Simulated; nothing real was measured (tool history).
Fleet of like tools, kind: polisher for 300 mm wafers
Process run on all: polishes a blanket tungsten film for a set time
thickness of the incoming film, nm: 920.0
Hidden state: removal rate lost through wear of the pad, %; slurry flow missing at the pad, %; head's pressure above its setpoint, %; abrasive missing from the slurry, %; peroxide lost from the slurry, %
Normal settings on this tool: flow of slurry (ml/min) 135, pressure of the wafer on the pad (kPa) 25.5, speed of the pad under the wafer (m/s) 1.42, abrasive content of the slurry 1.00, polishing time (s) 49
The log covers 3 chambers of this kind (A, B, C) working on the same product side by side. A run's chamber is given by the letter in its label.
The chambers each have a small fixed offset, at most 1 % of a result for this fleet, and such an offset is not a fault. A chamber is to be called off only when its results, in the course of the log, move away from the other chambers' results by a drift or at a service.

run	hour	flow of slurry (ml/min)	pressure of the wafer on the pad (kPa)	speed of the pad under the wafer (m/s)	abrasive content of the slurry	polishing time (s)	wafers polished on this pad	hours since the slurry nozzle was cleaned	hours since the head pressure was calibrated	hours since the slurry blender was calibrated	hours since the slurry got fresh peroxide	film removed (angstrom)
1C	5.3	135	25.5	1.42	1.00	49	364	582.7	473.9	105.8	48.9	3709.8
2B	12.6	135	25.5	1.42	1.00	49	1060	110.8	46.4	45.6	23.1	3734.3
3A	18.4	135	25.5	1.42	1.00	49	376	170.7	634.2	50.5	95.5	3554.5
4A	24.5	135	25.5	1.42	1.00	49	411	176.8	640.3	56.6	101.6	3618.8
5B	28.8	135	25.5	1.42	1.00	49	1151	127.0	62.6	61.8	39.3	3596.1
# hour 29.2: chamber C: worn pad replaced by a new one
6C	32.8	135	25.5	1.42	1.10	36	20	610.2	501.4	133.3	76.4	2765.4
# hour 33.8: chamber C: slurry tank refilled with fresh slurry and peroxide
7A	40.3	135	25.5	1.42	1.10	36	500	192.6	656.1	72.4	117.4	2743.1
# hour 42.7: chamber B: worn pad replaced by a new one
8B	47.6	135	25.5	1.42	1.10	36	27	145.8	81.4	80.6	58.1	2755.6
9C	51.2	135	25.5	1.42	1.00	49	124	628.6	519.8	151.7	17.5	3700.8
# hour 51.7: chamber A: worn pad replaced by a new one
10A	55.5	135	25.5	1.42	1.00	49	21	207.8	671.3	87.6	132.6	3590.2
# hour 56.4: chamber A: head pressure recalibrated
11B	58.8	135	25.5	1.42	1.00	49	90	157.0	92.6	91.8	69.3	3651.9
12C	62.7	135	25.5	1.42	1.00	49	189	640.1	531.3	163.2	29.0	3591.7
13B	66.8	135	25.5	1.42	1.00	49	136	165.0	100.6	99.8	77.3	3538.2
14A	70.6	135	25.5	1.42	1.00	49	106	222.9	14.3	102.7	147.7	3579.1
15C	74.2	135	25.5	1.42	1.00	49	254	651.6	542.8	174.7	40.5	3634.4
16B	78.4	135	25.5	1.42	1.00	49	201	176.6	112.2	111.4	88.9	3551.5
# hour 83.6: chamber A: slurry blender recalibrated
17C	85.5	135	25.5	1.42	1.00	49	317	662.9	554.1	186.0	51.8	3693.1
18A	89.4	135	25.5	1.42	1.00	49	212	241.7	33.1	5.8	166.5	3547.8
19A	96.4	135	25.5	1.42	1.25	49	252	248.7	40.1	12.8	173.5	3807.8
20B	101.5	135	25.5	1.42	1.25	49	331	199.7	135.3	134.5	112.0	3654.3
# hour 102.0: chamber C: slurry tank refilled with fresh slurry and peroxide
21C	108.0	135	25.5	1.42	1.25	49	444	685.4	576.6	208.5	6.1	3854.0
# hour 111.8: chamber C: worn pad replaced by a new one
22A	112.9	135	25.5	1.42	1.00	49	345	265.2	56.6	29.3	190.0	3697.1
# hour 114.9: chamber C: slurry blender recalibrated
23B	119.5	135	25.5	1.42	1.00	49	433	217.7	153.3	152.5	130.0	3510.4
# hour 122.5: chamber A: slurry tank refilled with fresh slurry and peroxide
24C	123.4	135	25.5	1.42	1.00	49	65	700.8	592.0	8.5	21.5	3787.4
25A	127.1	135	25.5	1.42	1.00	49	425	279.4	70.8	43.5	4.6	3591.5
26C	131.4	135	25.5	1.42	1.00	49	110	708.8	600.0	16.5	29.5	3661.2
27B	136.3	135	25.5	1.42	1.00	49	527	234.5	170.1	169.3	146.8	3490.1
28C	143.7	135	25.5	1.42	1.00	49	180	721.1	612.3	28.8	41.8	3689.5
29A	148.6	135	25.5	1.42	1.00	49	546	300.9	92.3	65.0	26.1	3579.1
30B	154.0	135	25.5	1.42	1.00	49	627	252.2	187.8	187.0	164.5	3350.3
31B	159.2	135	25.5	1.42	1.00	49	657	257.4	193.0	192.2	169.7	3276.5
# hour 160.2: chamber A: worn pad replaced by a new one
32A	162.8	135	25.5	1.42	1.00	49	14	315.1	106.5	79.2	40.3	3619.7
# hour 164.9: chamber C: slurry tank refilled with fresh slurry and peroxide
33C	166.4	135	25.5	1.42	1.00	49	308	743.8	635.0	51.5	1.6	3741.9
34A	173.1	135	25.5	1.42	1.00	49	72	325.4	116.8	89.5	50.6	3644.5
35C	176.7	135	25.5	1.00	1.00	49	366	754.1	645.3	61.8	11.9	2537.3
36B	180.3	135	25.5	1.00	1.00	49	776	278.5	214.1	213.3	190.8	2324.1
37A	185.5	135	25.5	1.00	1.00	49	142	337.8	129.2	101.9	63.0	2584.7
# hour 188.3: chamber C: slurry nozzle cleaned
38B	191.3	135	25.5	1.42	1.00	49	838	289.5	225.1	224.3	201.8	3248.6
39C	198.1	135	25.5	1.42	1.00	49	486	9.8	666.7	83.2	33.3	3766.7
40B	201.6	135	25.5	1.42	1.00	49	896	299.8	235.4	234.6	212.1	3313.8
# hour 208.5: chamber A: slurry blender recalibrated
41C	208.6	135	25.5	1.42	1.00	49	546	20.3	677.2	93.7	43.8	3748.4
# hour 211.1: chamber C: worn pad replaced by a new one
42A	212.7	135	25.5	1.16	1.00	39	296	365.0	156.4	4.2	90.2	2376.6
43C	219.2	135	25.5	1.16	1.00	39	46	30.9	687.8	104.3	54.4	2399.7
44B	223.0	135	25.5	1.16	1.00	39	1016	321.2	256.8	256.0	233.5	2036.0

Predict what each chamber gives when all 3 of them run the settings below next.
45A	228.4	135	34.5	1.42	1.00	49						?
45B	228.4	135	34.5	1.42	1.00	49						?
45C	228.4	135	34.5	1.42	1.00	49						?

run	film removed (angstrom)
45A	4826.6
45B	4278.7
45C	5080.9
